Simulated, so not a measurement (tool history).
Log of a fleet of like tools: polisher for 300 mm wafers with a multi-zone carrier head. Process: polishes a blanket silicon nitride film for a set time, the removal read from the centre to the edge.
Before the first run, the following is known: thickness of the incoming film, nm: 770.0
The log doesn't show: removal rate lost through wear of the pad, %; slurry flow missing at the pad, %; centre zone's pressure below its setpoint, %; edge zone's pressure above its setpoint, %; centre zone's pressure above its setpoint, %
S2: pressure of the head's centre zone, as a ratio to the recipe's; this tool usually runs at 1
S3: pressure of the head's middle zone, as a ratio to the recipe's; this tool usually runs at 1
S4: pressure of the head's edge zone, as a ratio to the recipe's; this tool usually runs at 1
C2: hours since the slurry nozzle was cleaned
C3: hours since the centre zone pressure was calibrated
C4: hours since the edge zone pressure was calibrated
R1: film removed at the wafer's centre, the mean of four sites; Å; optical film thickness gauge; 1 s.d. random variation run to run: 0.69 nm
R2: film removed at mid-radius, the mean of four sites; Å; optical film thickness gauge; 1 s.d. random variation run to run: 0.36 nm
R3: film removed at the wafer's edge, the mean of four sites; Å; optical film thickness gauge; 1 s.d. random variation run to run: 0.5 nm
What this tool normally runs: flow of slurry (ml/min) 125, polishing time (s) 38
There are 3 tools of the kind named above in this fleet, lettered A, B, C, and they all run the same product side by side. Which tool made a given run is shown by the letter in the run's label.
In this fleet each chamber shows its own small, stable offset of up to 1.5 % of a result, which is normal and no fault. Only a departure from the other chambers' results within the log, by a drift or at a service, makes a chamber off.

run 1A hour=10.2 | flow_of_slurry_(ml/min)=125 S2=1 S3=1 S4=1 polishing_time_(s)=38 | wafers_polished_on_this_pad=704 C2=162.7 C3=812.6 C4=207.5 | R1=522.5 R2=519.55 R3=521.54
run 2C hour=25.8 | flow_of_slurry_(ml/min)=125 S2=1 S3=1 S4=1 polishing_time_(s)=38 | wafers_polished_on_this_pad=832 C2=185.5 C3=338.5 C4=399.6 | R1=511.38 R2=523.44 R3=517.85
-- hour=26.4 chamber B: centre zone pressure recalibrated
-- hour=32 chamber B: worn pad replaced by a new one
run 3B hour=37.6 | flow_of_slurry_(ml/min)=125 S2=1 S3=1 S4=1 polishing_time_(s)=38 | wafers_polished_on_this_pad=84 C2=497.9 C3=11.3 C4=193.6 | R1=528.29 R2=527.4 R3=511.41
-- hour=48.9 chamber A: worn pad replaced by a new one
run 4B hour=49.6 | flow_of_slurry_(ml/min)=125 S2=1 S3=1 S4=1 polishing_time_(s)=38 | wafers_polished_on_this_pad=264 C2=509.9 C3=23.3 C4=205.6 | R1=528.41 R2=522.13 R3=523.54
-- hour=56.5 chamber C: worn pad replaced by a new one
run 5C hour=63.5 | flow_of_slurry_(ml/min)=125 S2=1 S3=1 S4=1 polishing_time_(s)=38 | wafers_polished_on_this_pad=106 C2=223.2 C3=376.2 C4=437.3 | R1=530.1 R2=517.07 R3=505.97
run 6A hour=74.5 | flow_of_slurry_(ml/min)=170 S2=0.91 S3=1 S4=1 polishing_time_(s)=38 | wafers_polished_on_this_pad=384 C2=227 C3=876.9 C4=271.8 | R1=502.72 R2=553.88 R3=544.19
run 7A hour=86.6 | flow_of_slurry_(ml/min)=170 S2=0.91 S3=1 S4=1 polishing_time_(s)=38 | wafers_polished_on_this_pad=565 C2=239.1 C3=889 C4=283.9 | R1=507.9 R2=551.34 R3=547.57
run 8C hour=96.9 | flow_of_slurry_(ml/min)=170 S2=0.91 S3=1 S4=1 polishing_time_(s)=38 | wafers_polished_on_this_pad=606 C2=256.6 C3=409.6 C4=470.7 | R1=511.56 R2=554.03 R3=538.12
-- hour=105.9 chamber B: worn pad replaced by a new one
run 9B hour=112.3 | flow_of_slurry_(ml/min)=125 S2=1 S3=1 S4=1 polishing_time_(s)=38 | wafers_polished_on_this_pad=97 C2=572.6 C3=86 C4=268.3 | R1=536.59 R2=526.29 R3=519.53
-- hour=113.8 chamber A: worn pad replaced by a new one
run 10C hour=121 | flow_of_slurry_(ml/min)=125 S2=1 S3=1 S4=1 polishing_time_(s)=38 | wafers_polished_on_this_pad=967 C2=280.7 C3=433.7 C4=494.8 | R1=528.47 R2=521.92 R3=507.15
-- hour=127.8 chamber C: worn pad replaced by a new one
run 11B hour=132.6 | flow_of_slurry_(ml/min)=125 S2=1 S3=1 S4=1 polishing_time_(s)=38 | wafers_polished_on_this_pad=401 C2=592.9 C3=106.3 C4=288.6 | R1=518.64 R2=525.25 R3=512.42
run 12A hour=142.7 | flow_of_slurry_(ml/min)=125 S2=1 S3=1 S4=1 polishing_time_(s)=38 | wafers_polished_on_this_pad=433 C2=295.2 C3=945.1 C4=340 | R1=517.07 R2=527.44 R3=525.57
-- hour=144.5 chamber A: slurry nozzle cleaned
run 13B hour=151.9 | flow_of_slurry_(ml/min)=125 S2=1 S3=1 S4=1 polishing_time_(s)=38 | wafers_polished_on_this_pad=690 C2=612.2 C3=125.6 C4=307.9 | R1=522.94 R2=527.36 R3=520.14
run 14A hour=160.5 | flow_of_slurry_(ml/min)=125 S2=1 S3=1 S4=1 polishing_time_(s)=38 | wafers_polished_on_this_pad=700 C2=16.1 C3=962.9 C4=357.8 | R1=518.63 R2=521.26 R3=522.92
run 15C hour=167.9 | flow_of_slurry_(ml/min)=125 S2=1 S3=1 S4=1 polishing_time_(s)=38 | wafers_polished_on_this_pad=601 C2=327.6 C3=480.6 C4=541.7 | R1=531.54 R2=519.28 R3=518.65
run 16A hour=175.3 | flow_of_slurry_(ml/min)=125 S2=1 S3=1 S4=1 polishing_time_(s)=38 | wafers_polished_on_this_pad=922 C2=30.9 C3=977.7 C4=372.6 | R1=525.5 R2=520.04 R3=522.01
-- hour=181.9 chamber A: worn pad replaced by a new one
-- hour=183.2 chamber B: worn pad replaced by a new one
run 17C hour=186.4 | flow_of_slurry_(ml/min)=125 S2=1 S3=1 S4=1 polishing_time_(s)=38 | wafers_polished_on_this_pad=878 C2=346.1 C3=499.1 C4=560.2 | R1=518.97 R2=530.43 R3=506.55
run 18B hour=193.7 | flow_of_slurry_(ml/min)=125 S2=1 S3=1 S4=1 polishing_time_(s)=38 | wafers_polished_on_this_pad=157 C2=654 C3=167.4 C4=349.7 | R1=524.96 R2=526.49 R3=523.97
run 19B hour=202.3 | flow_of_slurry_(ml/min)=125 S2=1 S3=1 S4=1 polishing_time_(s)=38 | wafers_polished_on_this_pad=286 C2=662.6 C3=176 C4=358.3 | R1=519.9 R2=528.14 R3=517.01
-- hour=205.6 chamber C: edge zone pressure recalibrated
-- hour=212.9 chamber A: edge zone pressure recalibrated
-- hour=214.1 chamber C: worn pad replaced by a new one
run 20C hour=216.5 | flow_of_slurry_(ml/min)=125 S2=1 S3=1 S4=1 polishing_time_(s)=38 | wafers_polished_on_this_pad=36 C2=376.2 C3=529.2 C4=10.9 | R1=509.99 R2=520.17 R3=512.54
run 21A hour=227.7 | flow_of_slurry_(ml/min)=125 S2=1 S3=1 S4=1 polishing_time_(s)=38 | wafers_polished_on_this_pad=686 C2=83.3 C3=1030.1 C4=14.9 | R1=521.02 R2=525.4 R3=528.07
run 22C hour=242.5 | flow_of_slurry_(ml/min)=125 S2=1 S3=1 S4=1 polishing_time_(s)=38 | wafers_polished_on_this_pad=426 C2=402.2 C3=555.2 C4=36.9 | R1=530.96 R2=525.55 R3=510.85
run 23A hour=257.6 | flow_of_slurry_(ml/min)=125 S2=1 S3=1 S4=1 polishing_time_(s)=38 | wafers_polished_on_this_pad=1134 C2=113.2 C3=1060 C4=44.8 | R1=516.31 R2=520.57 R3=523.14
-- hour=266.7 chamber A: worn pad replaced by a new one
-- hour=268.2 chamber C: slurry nozzle cleaned
-- hour=268.8 chamber B: worn pad replaced by a new one
run 24B hour=273.1 | flow_of_slurry_(ml/min)=125 S2=1.04 S3=1 S4=1 polishing_time_(s)=38 | wafers_polished_on_this_pad=65 C2=733.4 C3=246.8 C4=429.1 | R1=543.68 R2=526.85 R3=519.53
run 25B hour=283.2 | flow_of_slurry_(ml/min)=125 S2=1.04 S3=1 S4=1 polishing_time_(s)=38 | wafers_polished_on_this_pad=216 C2=743.5 C3=256.9 C4=439.2 | R1=553.23 R2=529.36 R3=514.2
run 26C hour=293 | flow_of_slurry_(ml/min)=125 S2=1.04 S3=1 S4=1 polishing_time_(s)=38 | wafers_polished_on_this_pad=1182 C2=24.8 C3=605.7 C4=87.4 | R1=532.19 R2=525.23 R3=514.48
-- hour=296.3 chamber C: worn pad replaced by a new one
run 27A hour=307.3 | flow_of_slurry_(ml/min)=125 S2=1 S3=1 S4=1 polishing_time_(s)=38 | wafers_polished_on_this_pad=608 C2=162.9 C3=1109.7 C4=94.5 | R1=530.06 R2=524.48 R3=537.16
run 28B hour=321.6 | flow_of_slurry_(ml/min)=125 S2=1 S3=1 S4=1 polishing_time_(s)=38 | wafers_polished_on_this_pad=791 C2=781.9 C3=295.3 C4=477.6 | R1=522.72 R2=520.42 R3=520.38
run 29A hour=331.4 | flow_of_slurry_(ml/min)=125 S2=1 S3=1 S4=1 polishing_time_(s)=38 | wafers_polished_on_this_pad=969 C2=187 C3=1133.8 C4=118.6 | R1=524.62 R2=522.02 R3=527.92
run 30C hour=339.8 | flow_of_slurry_(ml/min)=125 S2=1 S3=1 S4=1 polishing_time_(s)=38 | wafers_polished_on_this_pad=652 C2=71.6 C3=652.5 C4=134.2 | R1=525.41 R2=525.44 R3=520.21
-- hour=344.9 chamber B: worn pad replaced by a new one
-- hour=347.1 chamber A: worn pad replaced by a new one
run 31B hour=351.1 | flow_of_slurry_(ml/min)=125 S2=1 S3=1 S4=1 polishing_time_(s)=38 | wafers_polished_on_this_pad=93 C2=811.4 C3=324.8 C4=507.1 | R1=527.84 R2=519.98 R3=518.36
run 32A hour=366.1 | flow_of_slurry_(ml/min)=125 S2=1 S3=1 S4=1 polishing_time_(s)=38 | wafers_polished_on_this_pad=284 C2=221.7 C3=1168.5 C4=153.3 | R1=525.13 R2=524.35 R3=524.34
-- hour=372.3 chamber C: worn pad replaced by a new one
run 33C hour=379 | flow_of_slurry_(ml/min)=125 S2=1 S3=1 S4=1 polishing_time_(s)=38 | wafers_polished_on_this_pad=100 C2=110.8 C3=691.7 C4=173.4 | R1=521.35 R2=524.92 R3=514.16

Each of the 3 chambers runs these same settings next. Fill in every chamber's results:
run 34A hour=390.3 | flow_of_slurry_(ml/min)=125 S2=1 S3=1 S4=1 polishing_time_(s)=38 | R1=? R2=? R3=?
run 34B hour=390.3 | flow_of_slurry_(ml/min)=125 S2=1 S3=1 S4=1 polishing_time_(s)=38 | R1=? R2=? R3=?
run 34C hour=390.3 | flow_of_slurry_(ml/min)=125 S2=1 S3=1 S4=1 polishing_time_(s)=38 | R1=? R2=? R3=?

run=34A R1=519.69 R2=524.07 R3=528.38
run=34B R1=521.6 R2=514.33 R3=523.18
run=34C R1=528.03 R2=525.17 R3=520.49
